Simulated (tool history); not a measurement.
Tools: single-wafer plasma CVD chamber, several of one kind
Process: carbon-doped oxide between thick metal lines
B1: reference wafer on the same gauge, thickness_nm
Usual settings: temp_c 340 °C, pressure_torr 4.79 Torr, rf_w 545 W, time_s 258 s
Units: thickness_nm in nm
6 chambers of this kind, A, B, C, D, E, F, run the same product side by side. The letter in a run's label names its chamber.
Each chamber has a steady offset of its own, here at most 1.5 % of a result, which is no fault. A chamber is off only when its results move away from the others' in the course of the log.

Run 1C, hour 4.7: usual settings; B1 1179.6. Result: thickness_nm 1399.7 nm.
Run 2D, hour 11.6: usual settings; B1 1179.9. Result: thickness_nm 1371.4 nm.
Run 3A, hour 14.9: usual settings; B1 1179.9. Result: thickness_nm 1407.8 nm.
Run 4E, hour 18.2: usual settings; B1 1180.2. Result: thickness_nm 1402.7 nm.
Run 5B, hour 23.3: usual settings; B1 1179.5. Result: thickness_nm 1412.1 nm.
Run 6F, hour 28.1: usual settings; B1 1179.5. Result: thickness_nm 1393.8 nm.
Run 7D, hour 35.1: usual settings; B1 1181.2. Result: thickness_nm 1382.9 nm.
Run 8C, hour 42.3: usual settings; B1 1180.0. Result: thickness_nm 1396.8 nm.
Run 9E, hour 46.3: usual settings; B1 1179.6. Result: thickness_nm 1403.4 nm.
Run 10B, hour 50.8: usual settings; B1 1180.3. Result: thickness_nm 1407.0 nm.
Run 11A, hour 54.9: usual settings; B1 1180.3. Result: thickness_nm 1412.2 nm.
Run 12F, hour 61.6: usual settings; B1 1181.0. Result: thickness_nm 1390.3 nm.
Run 13D, hour 68.7: usual settings; B1 1180.4. Result: thickness_nm 1388.7 nm.
Run 14B, hour 73.3: usual settings; B1 1180.2. Result: thickness_nm 1413.8 nm.
Run 15C, hour 77.0: usual settings; B1 1180.7. Result: thickness_nm 1394.3 nm.
Run 16F, hour 82.2: usual settings; B1 1180.8. Result: thickness_nm 1396.6 nm.
Run 17A, hour 87.6: usual settings; B1 1180.6. Result: thickness_nm 1405.6 nm.
Run 18E, hour 93.0: usual settings; B1 1179.6. Result: thickness_nm 1408.5 nm.
Run 19F, hour 98.5: usual settings; B1 1180.4. Result: thickness_nm 1391.6 nm.
Run 20B, hour 103.3: usual settings but rf_w 585 W; B1 1181.1. Result: thickness_nm 1466.2 nm.
Run 21A, hour 107.9: usual settings but rf_w 585 W; B1 1179.6. Result: thickness_nm 1471.6 nm.
Run 22C, hour 114.3: usual settings but rf_w 585 W; B1 1180.5. Result: thickness_nm 1455.8 nm.
Run 23E, hour 120.5: usual settings but rf_w 585 W; B1 1179.7. Result: thickness_nm 1465.6 nm.
Run 24D, hour 124.0: usual settings but rf_w 585 W; B1 1180.3. Result: thickness_nm 1421.4 nm.
Run 25D, hour 130.4: usual settings but rf_w 585 W; B1 1179.0. Result: thickness_nm 1419.9 nm.
Run 26E, hour 135.8: usual settings; B1 1179.1. Result: thickness_nm 1400.9 nm.
Run 27C, hour 142.0: usual settings; B1 1180.3. Result: thickness_nm 1398.0 nm.
Run 28F, hour 149.2: usual settings; B1 1178.8. Result: thickness_nm 1393.1 nm.
Run 29B, hour 154.4: usual settings but time_s 305 s; B1 1180.3. Result: thickness_nm 1665.9 nm.
Run 30A, hour 158.5: usual settings but time_s 305 s; B1 1181.2. Result: thickness_nm 1668.9 nm.
Run 31F, hour 162.3: usual settings but time_s 305 s; B1 1179.0. Result: thickness_nm 1643.4 nm.
Run 32A, hour 168.2: usual settings but time_s 305 s; B1 1180.5. Result: thickness_nm 1671.8 nm.
Run 33C, hour 173.8: usual settings but time_s 305 s; B1 1180.7. Result: thickness_nm 1649.7 nm.
Run 34D, hour 177.2: usual settings but time_s 305 s; B1 1178.9. Result: thickness_nm 1596.6 nm.
Run 35B, hour 183.4: usual settings; B1 1179.1. Result: thickness_nm 1406.1 nm.
Run 36E, hour 189.2: usual settings; B1 1179.7. Result: thickness_nm 1397.8 nm.
Run 37B, hour 195.1: usual settings; B1 1180.2. Result: thickness_nm 1401.7 nm.

All 6 chambers run these settings next. Forecast each chamber's results:
Run 38A, hour 200.3: usual settings. Result: thickness_nm ?.
Run 38B, hour 200.3: usual settings. Result: thickness_nm ?.
Run 38C, hour 200.3: usual settings. Result: thickness_nm ?.
Run 38D, hour 200.3: usual settings. Result: thickness_nm ?.
Run 38E, hour 200.3: usual settings. Result: thickness_nm ?.
Run 38F, hour 200.3: usual settings. Result: thickness_nm ?.

run  thickness_nm
38A        1414.3
38B        1409.5
38C        1397.8
38D        1341.0
38E        1397.2
38F        1388.2
